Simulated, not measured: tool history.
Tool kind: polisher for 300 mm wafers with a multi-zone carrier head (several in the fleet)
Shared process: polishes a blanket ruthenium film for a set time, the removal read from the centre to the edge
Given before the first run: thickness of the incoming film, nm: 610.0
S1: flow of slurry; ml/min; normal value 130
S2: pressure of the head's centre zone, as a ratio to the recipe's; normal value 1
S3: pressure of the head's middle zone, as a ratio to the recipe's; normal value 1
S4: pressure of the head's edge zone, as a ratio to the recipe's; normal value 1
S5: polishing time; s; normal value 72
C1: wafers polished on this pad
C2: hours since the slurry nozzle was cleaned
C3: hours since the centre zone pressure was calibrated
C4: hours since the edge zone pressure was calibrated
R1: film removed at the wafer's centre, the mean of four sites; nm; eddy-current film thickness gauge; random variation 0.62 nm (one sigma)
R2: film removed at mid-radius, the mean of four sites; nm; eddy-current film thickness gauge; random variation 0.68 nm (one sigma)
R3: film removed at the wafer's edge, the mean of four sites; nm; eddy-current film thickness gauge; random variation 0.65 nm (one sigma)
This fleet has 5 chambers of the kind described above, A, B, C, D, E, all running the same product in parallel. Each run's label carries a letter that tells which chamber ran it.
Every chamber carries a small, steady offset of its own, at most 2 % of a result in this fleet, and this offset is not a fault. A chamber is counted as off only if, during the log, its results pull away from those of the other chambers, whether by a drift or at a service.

run	day	S1	S2	S3	S4	S5	C1	C2	C3	C4	R1	R2	R3
1D	0.438	130	1	1	1	72	1025	506.9	81.8	30.7	47.9	47.087	47.25
2B	0.767	130	1	1	1	72	342	355.3	678.4	673.6	47.741	47.668	47.09
3A	1.246	130	1	1	1	72	278	202.7	408.8	759.4	47.542	46.795	47.328
# day 1.388: chamber D: worn pad replaced by a new one
4E	1.575	130	1	1	1	72	710	45.1	404.8	202.2	47.571	49.507	47.837
5C	1.896	130	1	1	1	72	777	129.8	94	279.4	48.082	47.76	48.168
# day 1.954: chamber E: worn pad replaced by a new one
6A	2.396	130	1	1	1	72	505	230.3	436.4	787	49.486	47.572	46.688
# day 2.467: chamber C: worn pad replaced by a new one
7C	2.683	130	1	1	1	72	43	148.7	112.9	298.3	48.418	48.504	46.614
# day 3.208: chamber D: slurry nozzle cleaned
8E	3.262	130	1	1	1	72	259	85.6	445.3	242.7	47.562	48.258	47.785
9D	3.671	130	1	1	1	72	451	11.1	159.4	108.3	48.306	48.445	47.051
10B	4.196	130	0.92	1	0.92	72	1020	437.6	760.7	755.9	42.568	46.149	45.174
# day 4.4: chamber E: centre zone pressure recalibrated
11E	4.596	130	0.92	1	0.92	72	522	117.6	4.8	274.7	44.189	47.601	46.904
# day 4.667: chamber A: edge zone pressure recalibrated
12D	5.038	130	0.92	1	0.92	72	721	43.9	192.2	141.1	44.405	47.008	46.164
13C	5.533	130	0.92	1	0.92	72	606	217.1	181.3	366.7	43.321	47.882	45.454
# day 5.75: chamber A: worn pad replaced by a new one
# day 5.967: chamber C: worn pad replaced by a new one
# day 6.038: chamber B: worn pad replaced by a new one
14A	6.104	130	0.92	1	0.92	72	70	319.3	525.4	34.5	44.231	47.988	44.932
15B	6.375	130	1	1	1	72	67	489.9	813	808.2	47.653	45.922	46.188
# day 6.438: chamber E: worn pad replaced by a new one
16C	6.662	130	1	1	1	72	137	244.2	208.4	393.8	49.136	48.047	46.713
# day 6.829: chamber B: centre zone pressure recalibrated
17B	7.083	130	1	1	1	72	207	506.9	6.2	825.2	45.694	46.636	46.82
18D	7.625	130	1	1	1	72	1233	106	254.3	203.2	47.52	47.694	48.078
# day 8.021: chamber D: worn pad replaced by a new one
19A	8.217	165	1	1	1	55	487	370	576.1	85.2	38.874	37.862	37.659
# day 8.246: chamber C: slurry nozzle cleaned
20E	8.804	165	1	1	1	55	468	218.6	105.8	375.7	37.995	38.567	38.395
21B	9.308	165	1	1	1	55	647	560.3	59.6	878.6	36.736	36.897	35.791
22C	9.679	165	1	1	1	55	733	34.4	280.8	466.2	38.524	36.267	36.069
23E	10.046	165	1	1	1	55	713	248.4	135.6	405.5	38.439	38.38	37.171
24A	10.338	130	1	1	1	72	906	420.9	627	136.1	47.821	47.858	48.134
# day 10.458: chamber C: worn pad replaced by a new one
# day 10.708: chamber E: worn pad replaced by a new one
# day 10.833: chamber A: worn pad replaced by a new one
25D	10.871	130	1	1	1	72	563	183.9	332.2	281.1	49.292	47.009	47.961
# day 10.9: chamber C: edge zone pressure recalibrated
26B	11.175	155	1	1	1	91	1015	605.1	104.4	923.4	60.774	61.169	58.039
# day 11.212: chamber D: edge zone pressure recalibrated
27E	11.638	155	1	1	1	91	183	286.6	173.8	443.7	64.136	62.308	61.65
28D	11.992	155	1	1	1	91	784	210.8	359.1	18.8	62.163	61.946	61.508
29C	12.392	155	1	1	1	91	382	99.5	345.9	35.8	64.1	61.783	61.868
30A	12.892	155	1	1	1	91	406	482.2	688.3	197.4	63.111	61.634	60.549
31E	13.492	130	1	1	0.95	72	550	331.1	218.3	488.2	47.495	48.458	45.665
# day 13.779: chamber B: worn pad replaced by a new one
32C	13.825	130	1	1	0.95	72	665	133.9	380.3	70.2	48.694	46.906	46.262
33A	14.225	130	1	1	0.95	72	670	514.2	720.3	229.4	48.396	47.855	46.309
# day 14.421: chamber E: worn pad replaced by a new one
34B	14.508	130	1	1	0.95	72	144	685.1	184.4	1003.4	45.773	45.247	45.464
# day 14.712: chamber C: worn pad replaced by a new one
35D	14.992	130	1	1	0.95	72	1377	282.8	431.1	90.8	48.269	47.971	45.363
# day 15.083: chamber D: worn pad replaced by a new one
36A	15.425	130	1	1	1	72	907	543	749.1	258.2	47.974	46.618	46.044
37E	15.829	130	1	1	1	72	278	387.2	274.4	544.3	48.512	49.189	48.1
38B	16.317	130	1	1	1	72	502	728.5	227.8	1046.8	45.879	45.054	45.559
# day 16.688: chamber A: worn pad replaced by a new one
39D	16.875	130	1	1	1	72	354	328	476.3	136	47.544	46.225	48.999
# day 17.317: chamber C: slurry nozzle cleaned
40C	17.433	110	1	1	1.06	72	537	2.8	466.9	156.8	45.457	45.387	47.667
41A	17.775	110	1	1	1.06	72	215	599.4	805.5	314.6	46.228	47.417	49.121
42B	18.3	110	1	1	1.06	72	894	776.1	275.4	1094.4	42.38	41.683	45.27
43D	18.888	110	1	1	1.06	72	752	376.3	524.6	184.3	46.047	46.077	47.949

The same settings go to every chamber for the next run, one line per chamber below. Forecast the results for each:
44A	19.321	130	1	1	1	72					?	?	?
44B	19.321	130	1	1	1	72					?	?	?
44C	19.321	130	1	1	1	72					?	?	?
44D	19.321	130	1	1	1	72					?	?	?
44E	19.321	130	1	1	1	72					?	?	?

run	R1	R2	R3
44A	48.844	48.047	48.055
44B	44.419	43.253	44.74
44C	47.25	46.561	46.647
44D	47.653	47.76	47.931
44E	47.204	47.736	48.229
